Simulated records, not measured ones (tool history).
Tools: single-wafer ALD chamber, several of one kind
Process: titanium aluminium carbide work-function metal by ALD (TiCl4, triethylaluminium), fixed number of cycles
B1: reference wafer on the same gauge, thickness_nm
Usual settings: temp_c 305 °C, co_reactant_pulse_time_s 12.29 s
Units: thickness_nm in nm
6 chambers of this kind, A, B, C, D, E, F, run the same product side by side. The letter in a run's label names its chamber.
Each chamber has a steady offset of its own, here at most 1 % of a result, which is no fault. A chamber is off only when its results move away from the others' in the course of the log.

Run 1D, hour 3.6: usual settings; B1 2.2992. Result: thickness_nm 2.0797 nm.
Run 2C, hour 8.7: usual settings; B1 2.3. Result: thickness_nm 2.0549 nm.
Run 3B, hour 15.1: usual settings; B1 2.3012. Result: thickness_nm 2.0797 nm.
Run 4F, hour 20.9: usual settings; B1 2.3009. Result: thickness_nm 2.0819 nm.
Run 5A, hour 27.2: usual settings; B1 2.3. Result: thickness_nm 2.0787 nm.
Run 6E, hour 32: usual settings; B1 2.2986. Result: thickness_nm 2.0755 nm.
Run 7D, hour 36.6: usual settings; B1 2.3002. Result: thickness_nm 2.0898 nm.
Run 8F, hour 43.1: usual settings; B1 2.3. Result: thickness_nm 2.0918 nm.
Run 9B, hour 49.9: usual settings; B1 2.3011. Result: thickness_nm 2.08 nm.
Run 10C, hour 53.4: usual settings; B1 2.2989. Result: thickness_nm 2.0519 nm.
Run 11A, hour 57: usual settings; B1 2.2998. Result: thickness_nm 2.0785 nm.
Run 12E, hour 61.1: usual settings; B1 2.2998. Result: thickness_nm 2.0805 nm.
Run 13D, hour 68.1: usual settings; B1 2.2998. Result: thickness_nm 2.0808 nm.
Run 14F, hour 72.1: usual settings; B1 2.3004. Result: thickness_nm 2.0876 nm.
Run 15E, hour 76.1: usual settings; B1 2.299. Result: thickness_nm 2.0774 nm.
Run 16A, hour 81.9: usual settings but co_reactant_pulse_time_s 9.98 s; B1 2.3001. Result: thickness_nm 2.0457 nm.
Run 17B, hour 85.3: usual settings but co_reactant_pulse_time_s 9.98 s; B1 2.2997. Result: thickness_nm 2.0391 nm.
Run 18C, hour 89: usual settings but co_reactant_pulse_time_s 9.98 s; B1 2.2994. Result: thickness_nm 2.0274 nm.
Run 19D, hour 93.7: usual settings but co_reactant_pulse_time_s 9.98 s; B1 2.2999. Result: thickness_nm 2.0453 nm.
Run 20A, hour 97.4: usual settings but co_reactant_pulse_time_s 9.98 s; B1 2.2995. Result: thickness_nm 2.0314 nm.
Run 21E, hour 100.9: usual settings but co_reactant_pulse_time_s 9.98 s; B1 2.2983. Result: thickness_nm 2.0387 nm.
Run 22F, hour 106.7: usual settings; B1 2.3013. Result: thickness_nm 2.089 nm.
At hour 110.3: chamber C: triethylaluminium bottle replaced.
Run 23B, hour 113.2: usual settings; B1 2.2989. Result: thickness_nm 2.0704 nm.
Run 24C, hour 120.1: usual settings; B1 2.2993. Result: thickness_nm 2.0553 nm.
Run 25B, hour 124.5: usual settings; B1 2.3004. Result: thickness_nm 2.0722 nm.
Run 26E, hour 129.8: usual settings; B1 2.2998. Result: thickness_nm 2.0827 nm.
Run 27A, hour 135.6: usual settings; B1 2.301. Result: thickness_nm 2.0559 nm.
Run 28C, hour 140: usual settings; B1 2.2986. Result: thickness_nm 2.0598 nm.
Run 29F, hour 143.7: usual settings; B1 2.2993. Result: thickness_nm 2.0921 nm.
Run 30D, hour 149.7: usual settings but temp_c 312 °C; B1 2.3005. Result: thickness_nm 2.1471 nm.
Run 31A, hour 155.2: usual settings but temp_c 312 °C; B1 2.2998. Result: thickness_nm 2.1032 nm.
Run 32E, hour 159.3: usual settings but temp_c 312 °C; B1 2.2999. Result: thickness_nm 2.1503 nm.
Run 33F, hour 163.9: usual settings but temp_c 312 °C; B1 2.2991. Result: thickness_nm 2.1445 nm.
Run 34D, hour 170.9: usual settings but temp_c 312 °C; B1 2.2993. Result: thickness_nm 2.1401 nm.
Run 35C, hour 176.2: usual settings but temp_c 312 °C; B1 2.2995. Result: thickness_nm 2.1265 nm.
Run 36B, hour 182.2: usual settings; B1 2.3017. Result: thickness_nm 2.0797 nm.
Run 37B, hour 186.2: usual settings; B1 2.2995. Result: thickness_nm 2.084 nm.
Run 38F, hour 191.6: usual settings but temp_c 294 °C; B1 2.3009. Result: thickness_nm 1.9855 nm.
Run 39D, hour 196.9: usual settings but temp_c 294 °C; B1 2.3006. Result: thickness_nm 1.9823 nm.
Run 40A, hour 200.3: usual settings but temp_c 294 °C; B1 2.3002. Result: thickness_nm 1.925 nm.

Next, every chamber runs the same settings. What will each give?
Run 41A, hour 205.5: usual settings but co_reactant_pulse_time_s 13.94 s. Result: thickness_nm ?.
Run 41B, hour 205.5: usual settings but co_reactant_pulse_time_s 13.94 s. Result: thickness_nm ?.
Run 41C, hour 205.5: usual settings but co_reactant_pulse_time_s 13.94 s. Result: thickness_nm ?.
Run 41D, hour 205.5: usual settings but co_reactant_pulse_time_s 13.94 s. Result: thickness_nm ?.
Run 41E, hour 205.5: usual settings but co_reactant_pulse_time_s 13.94 s. Result: thickness_nm ?.
Run 41F, hour 205.5: usual settings but co_reactant_pulse_time_s 13.94 s. Result: thickness_nm ?.

run  thickness_nm
41A        2.0562
41B        2.0883
41C        2.0749
41D        2.1021
41E        2.0923
41F         2.094

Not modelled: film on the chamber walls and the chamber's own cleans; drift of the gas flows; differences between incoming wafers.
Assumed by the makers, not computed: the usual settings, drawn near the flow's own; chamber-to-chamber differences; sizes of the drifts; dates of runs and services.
